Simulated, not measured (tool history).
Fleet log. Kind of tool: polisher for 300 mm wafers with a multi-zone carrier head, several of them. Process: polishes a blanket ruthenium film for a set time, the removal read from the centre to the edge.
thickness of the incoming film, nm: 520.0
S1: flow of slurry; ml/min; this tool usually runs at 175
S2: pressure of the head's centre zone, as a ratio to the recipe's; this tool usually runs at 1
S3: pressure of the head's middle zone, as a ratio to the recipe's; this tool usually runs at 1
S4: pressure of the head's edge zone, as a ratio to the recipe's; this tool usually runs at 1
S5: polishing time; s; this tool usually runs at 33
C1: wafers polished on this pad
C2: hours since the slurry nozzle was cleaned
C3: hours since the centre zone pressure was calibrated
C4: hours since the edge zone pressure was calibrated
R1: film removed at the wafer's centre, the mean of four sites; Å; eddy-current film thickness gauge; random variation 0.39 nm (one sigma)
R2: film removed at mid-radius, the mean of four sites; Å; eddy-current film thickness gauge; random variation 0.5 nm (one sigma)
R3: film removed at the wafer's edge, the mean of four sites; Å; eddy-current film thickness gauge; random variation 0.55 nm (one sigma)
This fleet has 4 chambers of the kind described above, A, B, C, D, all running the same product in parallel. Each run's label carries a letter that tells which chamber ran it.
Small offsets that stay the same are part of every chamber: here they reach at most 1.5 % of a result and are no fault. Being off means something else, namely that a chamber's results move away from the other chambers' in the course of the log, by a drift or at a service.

run 1A day=0.342 | S1=175 S2=1 S3=1 S4=1 S5=33 | C1=695 C2=110.1 C3=440.7 C4=994.3 | R1=415.02 R2=396.86 R3=412.7
run 2B day=0.608 | S1=175 S2=1 S3=1 S4=1 S5=33 | C1=297 C2=225.6 C3=421.2 C4=918.4 | R1=412.98 R2=410.79 R3=406.22
-- day=0.725 chamber C: slurry nozzle cleaned
run 3C day=0.783 | S1=175 S2=1 S3=1 S4=1 S5=33 | C1=775 C2=1.5 C3=409.2 C4=1170.5 | R1=408.2 R2=416.93 R3=410.25
run 4D day=1.096 | S1=175 S2=1 S3=1 S4=1 S5=33 | C1=651 C2=203.4 C3=653.2 C4=261.1 | R1=415.68 R2=410.88 R3=410.3
run 5B day=1.346 | S1=175 S2=1 S3=1 S4=1 S5=33 | C1=506 C2=243.3 C3=438.9 C4=936.1 | R1=403.16 R2=405.38 R3=400.66
-- day=1.488 chamber C: worn pad replaced by a new one
run 6D day=1.617 | S1=175 S2=1 S3=1 S4=1 S5=33 | C1=799 C2=215.9 C3=665.7 C4=273.6 | R1=404.13 R2=416.9 R3=417.84
-- day=1.625 chamber A: worn pad replaced by a new one
-- day=1.667 chamber B: worn pad replaced by a new one
run 7A day=1.962 | S1=175 S2=1 S3=1 S4=1 S5=33 | C1=95 C2=149 C3=479.6 C4=1033.2 | R1=407.64 R2=402.98 R3=415.66
-- day=1.983 chamber D: centre zone pressure recalibrated
run 8C day=2.304 | S1=175 S2=1 S3=1 S4=1 S5=33 | C1=233 C2=38 C3=445.7 C4=1207 | R1=400.82 R2=413.81 R3=407.11
run 9C day=2.529 | S1=175 S2=1 S3=1 S4=1 S5=33 | C1=296 C2=43.4 C3=451.1 C4=1212.4 | R1=401.3 R2=410.88 R3=398.32
run 10D day=2.771 | S1=175 S2=1 S3=1 S4=1.07 S5=33 | C1=1127 C2=243.6 C3=19 C4=301.3 | R1=405.91 R2=409.58 R3=427.09
run 11B day=3.117 | S1=175 S2=1 S3=1 S4=1.07 S5=33 | C1=412 C2=285.8 C3=481.4 C4=978.6 | R1=409.71 R2=405.73 R3=417.05
run 12A day=3.292 | S1=175 S2=1 S3=1 S4=1.07 S5=33 | C1=473 C2=180.9 C3=511.5 C4=1065.1 | R1=411.93 R2=412.56 R3=414.68
run 13C day=3.496 | S1=175 S2=1 S3=1 S4=1.07 S5=33 | C1=571 C2=66.6 C3=474.3 C4=1235.6 | R1=400.74 R2=407.35 R3=425.26
-- day=3.708 chamber D: worn pad replaced by a new one
run 14A day=3.821 | S1=175 S2=1 S3=1 S4=1 S5=33 | C1=623 C2=193.6 C3=524.2 C4=1077.8 | R1=411.89 R2=407.04 R3=405.74
-- day=3.967 chamber B: worn pad replaced by a new one
run 15B day=3.975 | S1=175 S2=1 S3=1 S4=1 S5=33 | C1=2 C2=306.4 C3=502 C4=999.2 | R1=400.17 R2=397.86 R3=412.87
run 16D day=4.171 | S1=175 S2=1 S3=1 S4=1 S5=33 | C1=132 C2=277.2 C3=52.6 C4=334.9 | R1=401.49 R2=413.13 R3=403.38
-- day=4.283 chamber C: worn pad replaced by a new one
run 17C day=4.446 | S1=175 S2=1 S3=1 S4=1 S5=33 | C1=46 C2=89.4 C3=497.1 C4=1258.4 | R1=403.28 R2=409.89 R3=405.75
run 18D day=4.729 | S1=175 S2=1 S3=1 S4=1 S5=33 | C1=290 C2=290.6 C3=66 C4=348.3 | R1=409.12 R2=404.42 R3=407.63
run 19A day=4.888 | S1=175 S2=1 S3=1 S4=1 S5=33 | C1=927 C2=219.2 C3=549.8 C4=1103.4 | R1=417.48 R2=402.9 R3=407.29
-- day=5.025 chamber A: worn pad replaced by a new one
run 20B day=5.233 | S1=175 S2=1 S3=1 S4=1 S5=33 | C1=360 C2=336.6 C3=532.2 C4=1029.4 | R1=391.2 R2=399.66 R3=397.75
run 21B day=5.567 | S1=175 S2=1 S3=1 S4=1 S5=33 | C1=455 C2=344.6 C3=540.2 C4=1037.4 | R1=397.71 R2=400.15 R3=398.2
run 22C day=5.804 | S1=175 S2=1 S3=1 S4=1 S5=33 | C1=432 C2=122 C3=529.7 C4=1291 | R1=401.37 R2=409.83 R3=410.33
-- day=6.104 chamber B: worn pad replaced by a new one
run 23D day=6.112 | S1=175 S2=1 S3=1 S4=1 S5=33 | C1=683 C2=323.8 C3=99.2 C4=381.5 | R1=409.82 R2=415.09 R3=408.65
run 24A day=6.4 | S1=175 S2=1 S3=1 S4=1 S5=33 | C1=391 C2=255.5 C3=586.1 C4=1139.7 | R1=403.55 R2=399.31 R3=399.84
run 25D day=6.696 | S1=175 S2=1 S3=1 S4=1 S5=33 | C1=849 C2=337.8 C3=113.2 C4=395.5 | R1=410.35 R2=411.65 R3=409.27
run 26B day=7 | S1=175 S2=1 S3=1 S4=1 S5=33 | C1=254 C2=379 C3=574.6 C4=1071.8 | R1=388.53 R2=396.9 R3=394.08
run 27A day=7.267 | S1=175 S2=1 S3=1 S4=1 S5=33 | C1=637 C2=276.3 C3=606.9 C4=1160.5 | R1=412.89 R2=405.75 R3=411.72
run 28C day=7.558 | S1=125 S2=1 S3=1 S4=0.92 S5=33 | C1=930 C2=164.1 C3=571.8 C4=1333.1 | R1=375.22 R2=379.95 R3=370.06
-- day=7.667 chamber C: worn pad replaced by a new one
run 29D day=7.75 | S1=125 S2=1 S3=1 S4=0.92 S5=33 | C1=1149 C2=363.1 C3=138.5 C4=420.8 | R1=382.76 R2=382.15 R3=374.18
run 30A day=7.912 | S1=125 S2=1 S3=1 S4=0.92 S5=33 | C1=821 C2=291.8 C3=622.4 C4=1176 | R1=378.37 R2=385.19 R3=365.98
-- day=8.021 chamber C: edge zone pressure recalibrated
run 31B day=8.129 | S1=125 S2=1 S3=1 S4=0.92 S5=33 | C1=575 C2=406.1 C3=601.7 C4=1098.9 | R1=347.61 R2=356.6 R3=355.31
-- day=8.354 chamber D: worn pad replaced by a new one
-- day=8.454 chamber B: worn pad replaced by a new one
run 32C day=8.471 | S1=175 S2=1 S3=1 S4=1 S5=33 | C1=229 C2=186 C3=593.7 C4=10.8 | R1=399.51 R2=409.81 R3=403.04
run 33D day=8.729 | S1=175 S2=1 S3=1 S4=1 S5=33 | C1=107 C2=386.6 C3=162 C4=444.3 | R1=404.69 R2=410.33 R3=409.84
-- day=8.979 chamber A: worn pad replaced by a new one
run 34B day=9.05 | S1=175 S2=1 S3=1 S4=1 S5=33 | C1=169 C2=428.2 C3=623.8 C4=1121 | R1=373.41 R2=382.48 R3=392.35
run 35C day=9.383 | S1=175 S2=1 S3=1 S4=1 S5=33 | C1=488 C2=207.9 C3=615.6 C4=32.7 | R1=408.79 R2=411.68 R3=408.25
run 36A day=9.721 | S1=175 S2=1 S3=1 S4=1 S5=33 | C1=210 C2=335.2 C3=665.8 C4=1219.4 | R1=412.47 R2=400.42 R3=405.93
run 37A day=10.021 | S1=175 S2=1 S3=1 S4=1 S5=33 | C1=296 C2=342.4 C3=673 C4=1226.6 | R1=406.19 R2=405.14 R3=410.54
run 38D day=10.188 | S1=175 S2=1 S3=1 S4=1 S5=33 | C1=521 C2=421.6 C3=197 C4=479.3 | R1=410.83 R2=419.58 R3=416.02
run 39C day=10.421 | S1=175 S2=1 S3=1 S4=1 S5=33 | C1=783 C2=232.8 C3=640.5 C4=57.6 | R1=404.97 R2=409.66 R3=410.44

Next, every chamber runs the same settings. What will each give?
run 40A day=10.671 | S1=175 S2=1 S3=1 S4=1 S5=33 | R1=? R2=? R3=?
run 40B day=10.671 | S1=175 S2=1 S3=1 S4=1 S5=33 | R1=? R2=? R3=?
run 40C day=10.671 | S1=175 S2=1 S3=1 S4=1 S5=33 | R1=? R2=? R3=?
run 40D day=10.671 | S1=175 S2=1 S3=1 S4=1 S5=33 | R1=? R2=? R3=?

run=40A R1=404.51 R2=392.71 R3=391.75
run=40B R1=374.29 R2=367.18 R3=390.44
run=40C R1=406.71 R2=410.46 R3=410.84
run=40D R1=414.66 R2=416.87 R3=415.7
